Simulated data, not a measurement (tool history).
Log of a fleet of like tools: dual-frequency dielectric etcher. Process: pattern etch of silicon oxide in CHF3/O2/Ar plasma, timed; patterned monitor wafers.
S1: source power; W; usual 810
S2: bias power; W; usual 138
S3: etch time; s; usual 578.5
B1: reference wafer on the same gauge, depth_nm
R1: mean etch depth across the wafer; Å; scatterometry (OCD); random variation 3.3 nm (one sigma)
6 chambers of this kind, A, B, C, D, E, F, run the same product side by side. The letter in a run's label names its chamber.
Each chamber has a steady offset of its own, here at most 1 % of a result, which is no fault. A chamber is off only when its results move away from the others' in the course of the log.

| run | hour | S1 | S2 | S3 | B1 | R1 |
|---|---|---|---|---|---|---|
| 1D | 7.9 | 810 | 138 | 578.5 | 1100.7 | 11716 |
| 2E | 15.2 | 810 | 138 | 578.5 | 1100.8 | 11752 |
| 3F | 27.8 | 810 | 138 | 578.5 | 1100.1 | 11771 |
| 4A | 37.9 | 810 | 138 | 578.5 | 1100.8 | 11880 |
| 5C | 45.2 | 910 | 138 | 578.5 | 1100.7 | 12322 |
| 6B | 53.2 | 910 | 138 | 578.5 | 1100.4 | 12339 |
| 7D | 63.3 | 910 | 138 | 578.5 | 1100.4 | 12292 |
| 8A | 74.8 | 910 | 138 | 578.5 | 1099.7 | 12438 |
| 9E | 87.2 | 910 | 138 | 578.5 | 1100 | 12305 |
| 10C | 97.9 | 910 | 138 | 578.5 | 1099.9 | 12368 |
|  | 107.5 | chamber B: wet clean of the chamber |
| 11F | 107.9 | 810 | 138 | 578.5 | 1099.8 | 11722 |
| 12B | 118.8 | 810 | 138 | 578.5 | 1100.2 | 11890 |
| 13C | 130.6 | 810 | 138 | 736 | 1100.3 | 15008 |
|  | 139.4 | chamber C: bias power generator calibrated |
|  | 140.3 | chamber E: wet clean of the chamber |
| 14A | 142 | 810 | 138 | 736 | 1100.2 | 15159 |
|  | 148.1 | chamber C: wet clean of the chamber |
| 15D | 152.8 | 810 | 138 | 736 | 1100.1 | 14869 |
| 16E | 165.8 | 810 | 138 | 736 | 1100.1 | 15078 |
| 17F | 175.2 | 810 | 138 | 736 | 1099.6 | 14981 |
| 18B | 186.6 | 810 | 138 | 736 | 1099.9 | 15095 |
|  | 195.2 | chamber D: wet clean of the chamber |
| 19B | 198.1 | 810 | 138 | 578.5 | 1099.8 | 11799 |
| 20A | 208.5 | 810 | 138 | 578.5 | 1099.1 | 11853 |
| 21E | 220.2 | 810 | 138 | 578.5 | 1099.8 | 11785 |
| 22D | 227.8 | 810 | 138 | 578.5 | 1099.7 | 11446 |
| 23C | 240.8 | 810 | 138 | 578.5 | 1099.9 | 11781 |
| 24F | 248.2 | 810 | 138 | 578.5 | 1099.8 | 11764 |
| 25C | 257.1 | 810 | 138 | 578.5 | 1099.3 | 11811 |
| 26D | 263.8 | 810 | 138 | 578.5 | 1100.4 | 11532 |
| 27E | 272.4 | 810 | 138 | 578.5 | 1100.3 | 11732 |
| 28B | 280.7 | 810 | 138 | 578.5 | 1101 | 11869 |
| 29A | 294 | 810 | 138 | 578.5 | 1099.9 | 11883 |
| 30F | 306.3 | 810 | 138 | 578.5 | 1099.2 | 11793 |
| 31E | 317.4 | 810 | 138 | 578.5 | 1100.7 | 11812 |
| 32B | 325.6 | 810 | 138 | 433.5 | 1099.8 | 8862.1 |
| 33A | 331.9 | 810 | 138 | 433.5 | 1099.6 | 8894.4 |
| 34D | 344.8 | 810 | 138 | 433.5 | 1100.4 | 8607.7 |
| 35C | 354.8 | 810 | 138 | 433.5 | 1100.1 | 8855.6 |
|  | 356.8 | chamber F: wet clean of the chamber |
| 36F | 364.5 | 810 | 138 | 433.5 | 1099.6 | 8778.8 |
| 37B | 373.5 | 810 | 138 | 433.5 | 1099.8 | 8856.3 |
|  | 380.3 | chamber A: wet clean of the chamber |
| 38A | 382.7 | 810 | 138 | 578.5 | 1100.2 | 11914 |
| 39F | 393.4 | 810 | 138 | 578.5 | 1100.8 | 11732 |
| 40D | 400 | 810 | 138 | 578.5 | 1099.3 | 11428 |

What goes on in this fleet: one chamber off, a drifting gauge, or nothing beyond the chambers' own small offsets? Name the chamber and the cause, if any.

A service left chamber D off against the others.
Cause: etch rate under this chamber's usual, % = 2.44.

Here are 4 candidates for chamber D's next run, each the usual settings with a change, their results left as question marks. Which one brings its results back in line with what the others give on the usual settings?
In line means no further than this from the other chambers' mean on the usual settings: R1 120 Å
| 41D-1 | 409.9 | 810 | 138 | 546 |  | ? |
| 41D-2 | 409.9 | 810 | 165 | 578.5 |  | ? |
| 41D-3 | 409.9 | 800 | 138 | 562 |  | ? |
| 41D-4 | 409.9 | 810 | 138 | 597 |  | ? |

The other chambers' mean on the usual settings: R1 11812 Å
| run | R1 |
|---|---|
| 41D-1 | 10804 |
| 41D-2 | 12109 |
| 41D-3 | 11066 |
| 41D-4 | 11813 |
41D-4 brings the chamber back in line.
